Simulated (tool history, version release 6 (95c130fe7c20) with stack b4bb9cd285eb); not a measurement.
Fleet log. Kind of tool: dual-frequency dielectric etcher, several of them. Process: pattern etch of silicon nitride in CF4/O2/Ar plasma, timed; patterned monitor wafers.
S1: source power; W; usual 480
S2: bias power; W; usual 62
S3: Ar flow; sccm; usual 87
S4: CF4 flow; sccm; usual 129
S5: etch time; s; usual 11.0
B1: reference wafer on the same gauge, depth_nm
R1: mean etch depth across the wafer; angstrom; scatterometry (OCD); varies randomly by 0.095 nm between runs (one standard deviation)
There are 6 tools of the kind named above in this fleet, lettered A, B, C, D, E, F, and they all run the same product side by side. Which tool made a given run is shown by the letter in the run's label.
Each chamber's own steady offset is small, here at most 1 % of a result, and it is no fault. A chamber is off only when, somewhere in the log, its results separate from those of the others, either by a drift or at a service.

{"hour": 4.0, "done": "chamber D: wet clean of the chamber"}
{"run": "1A", "hour": 7.8, "S1": 480, "S2": 62, "S3": 87, "S4": 129, "S5": 11.0, "B1": 26.905, "R1": 227.91}
{"run": "2D", "hour": 15.4, "S1": 480, "S2": 62, "S3": 87, "S4": 129, "S5": 11.0, "B1": 26.901, "R1": 226.31}
{"run": "3F", "hour": 28.1, "S1": 480, "S2": 62, "S3": 87, "S4": 129, "S5": 11.0, "B1": 26.853, "R1": 227.71}
{"run": "4C", "hour": 37.3, "S1": 480, "S2": 62, "S3": 87, "S4": 129, "S5": 11.0, "B1": 26.908, "R1": 227.3}
{"hour": 38.5, "done": "chamber E: wet clean of the chamber"}
{"run": "5B", "hour": 44.7, "S1": 480, "S2": 62, "S3": 87, "S4": 129, "S5": 9.5, "B1": 26.919, "R1": 196.81}
{"run": "6E", "hour": 53.1, "S1": 480, "S2": 62, "S3": 87, "S4": 129, "S5": 9.5, "B1": 26.899, "R1": 198.34}
{"run": "7A", "hour": 65.6, "S1": 480, "S2": 62, "S3": 87, "S4": 129, "S5": 9.5, "B1": 26.905, "R1": 197.6}
{"run": "8D", "hour": 74.4, "S1": 480, "S2": 62, "S3": 87, "S4": 129, "S5": 9.5, "B1": 26.885, "R1": 197.25}
{"run": "9E", "hour": 82.1, "S1": 480, "S2": 62, "S3": 87, "S4": 129, "S5": 9.5, "B1": 26.927, "R1": 194.21}
{"run": "10C", "hour": 94.8, "S1": 480, "S2": 62, "S3": 87, "S4": 129, "S5": 9.5, "B1": 26.888, "R1": 196.37}
{"hour": 98.2, "done": "chamber C: CF4 flow controller replaced"}
{"run": "11B", "hour": 101.3, "S1": 420, "S2": 62, "S3": 87, "S4": 129, "S5": 11.0, "B1": 26.909, "R1": 203.6}
{"hour": 105.5, "done": "chamber B: wet clean of the chamber"}
{"run": "12F", "hour": 108.0, "S1": 420, "S2": 62, "S3": 87, "S4": 129, "S5": 11.0, "B1": 26.882, "R1": 202.74}
{"hour": 121.9, "done": "chamber A: wet clean of the chamber"}
{"run": "13B", "hour": 122.3, "S1": 420, "S2": 62, "S3": 87, "S4": 129, "S5": 11.0, "B1": 26.902, "R1": 204.1}
{"run": "14E", "hour": 129.6, "S1": 420, "S2": 62, "S3": 87, "S4": 129, "S5": 11.0, "B1": 26.911, "R1": 203.27}
{"hour": 134.1, "done": "chamber C: wet clean of the chamber"}
{"run": "15A", "hour": 141.3, "S1": 420, "S2": 62, "S3": 87, "S4": 129, "S5": 11.0, "B1": 26.883, "R1": 202.38}
{"run": "16F", "hour": 153.9, "S1": 420, "S2": 62, "S3": 87, "S4": 129, "S5": 11.0, "B1": 26.917, "R1": 201.97}
{"run": "17C", "hour": 168.1, "S1": 480, "S2": 62, "S3": 87, "S4": 151, "S5": 8.5, "B1": 26.877, "R1": 177.44}
{"hour": 169.0, "done": "chamber A: Ar flow controller replaced"}
{"run": "18D", "hour": 178.3, "S1": 480, "S2": 62, "S3": 87, "S4": 151, "S5": 8.5, "B1": 26.896, "R1": 177.81}
{"run": "19A", "hour": 191.9, "S1": 480, "S2": 62, "S3": 87, "S4": 151, "S5": 8.5, "B1": 26.908, "R1": 180.12}
{"run": "20B", "hour": 206.2, "S1": 480, "S2": 62, "S3": 87, "S4": 151, "S5": 8.5, "B1": 26.879, "R1": 181.51}
{"run": "21E", "hour": 219.7, "S1": 480, "S2": 62, "S3": 87, "S4": 151, "S5": 8.5, "B1": 26.887, "R1": 177.56}
{"hour": 225.3, "done": "chamber F: Ar flow controller replaced"}
{"run": "22F", "hour": 229.5, "S1": 480, "S2": 62, "S3": 87, "S4": 151, "S5": 8.5, "B1": 26.906, "R1": 178.91}
{"run": "23D", "hour": 241.4, "S1": 480, "S2": 62, "S3": 87, "S4": 129, "S5": 11.0, "B1": 26.895, "R1": 225.91}
{"run": "24C", "hour": 250.0, "S1": 480, "S2": 62, "S3": 87, "S4": 129, "S5": 11.0, "B1": 26.866, "R1": 226.45}
{"run": "25E", "hour": 262.4, "S1": 480, "S2": 62, "S3": 87, "S4": 129, "S5": 11.0, "B1": 26.901, "R1": 229.45}
{"run": "26F", "hour": 271.5, "S1": 480, "S2": 62, "S3": 87, "S4": 129, "S5": 11.0, "B1": 26.899, "R1": 227.24}
{"run": "27D", "hour": 279.9, "S1": 480, "S2": 62, "S3": 87, "S4": 129, "S5": 11.0, "B1": 26.9, "R1": 224.06}
{"run": "28B", "hour": 292.9, "S1": 480, "S2": 62, "S3": 87, "S4": 129, "S5": 11.0, "B1": 26.921, "R1": 232.79}
{"run": "29C", "hour": 300.6, "S1": 480, "S2": 62, "S3": 87, "S4": 129, "S5": 11.0, "B1": 26.863, "R1": 228.23}
{"run": "30A", "hour": 307.6, "S1": 480, "S2": 62, "S3": 87, "S4": 129, "S5": 11.0, "B1": 26.898, "R1": 227.7}
{"run": "31F", "hour": 318.8, "S1": 480, "S2": 62, "S3": 87, "S4": 129, "S5": 11.0, "B1": 26.91, "R1": 227.78}
{"hour": 328.3, "done": "chamber D: Ar flow controller replaced"}
{"run": "32C", "hour": 328.8, "S1": 480, "S2": 62, "S3": 87, "S4": 129, "S5": 11.0, "B1": 26.868, "R1": 227.07}
{"run": "33B", "hour": 336.1, "S1": 480, "S2": 62, "S3": 87, "S4": 129, "S5": 11.0, "B1": 26.892, "R1": 234.78}
{"run": "34D", "hour": 344.3, "S1": 480, "S2": 62, "S3": 87, "S4": 129, "S5": 11.0, "B1": 26.935, "R1": 225.93}
{"run": "35E", "hour": 358.6, "S1": 480, "S2": 62, "S3": 87, "S4": 129, "S5": 11.0, "B1": 26.918, "R1": 227.15}
{"run": "36A", "hour": 365.7, "S1": 480, "S2": 62, "S3": 87, "S4": 129, "S5": 11.0, "B1": 26.891, "R1": 228.31}
{"run": "37B", "hour": 377.7, "S1": 480, "S2": 62, "S3": 87, "S4": 129, "S5": 11.0, "B1": 26.935, "R1": 235.78}
{"run": "38E", "hour": 389.9, "S1": 480, "S2": 62, "S3": 87, "S4": 129, "S5": 11.0, "B1": 26.901, "R1": 228.33}
{"run": "39A", "hour": 396.3, "S1": 480, "S2": 62, "S3": 87, "S4": 129, "S5": 11.0, "B1": 26.908, "R1": 227.99}

Is one chamber off against the others, does the gauge drift, or is nothing wrong? If a chamber is off, say which, and what the likeliest cause is.

Little by little, chamber B moves away from the other chambers.
Most likely cause: source power that arrives over what is set, % = 3.99.

Below are 4 candidate recipes for chamber B's next run, each the usual settings with a change, their results shown as question marks. Which of them brings B's results back in line with what the other chambers give on the usual settings?
In-line tolerance around the mean of the other chambers on the usual settings: R1 3.30 angstrom
{"run": "40B-1", "hour": 406.7, "S1": 470, "S2": 62, "S3": 87, "S4": 129, "S5": 10.5, "R1": "?"}
{"run": "40B-2", "hour": 406.7, "S1": 490, "S2": 63, "S3": 87, "S4": 129, "S5": 11.5, "R1": "?"}
{"run": "40B-3", "hour": 406.7, "S1": 480, "S2": 56, "S3": 87, "S4": 129, "S5": 11.0, "R1": "?"}
{"run": "40B-4", "hour": 406.7, "S1": 480, "S2": 68, "S3": 87, "S4": 132, "S5": 11.0, "R1": "?"}

On the usual settings, the other chambers give on average: R1 227.02 angstrom
run=40B-1 R1=220.15
run=40B-2 R1=251.41
run=40B-3 R1=226.12
run=40B-4 R1=243.71
The answer is 40B-3, which returns the chamber to within the allowed miss of the others.
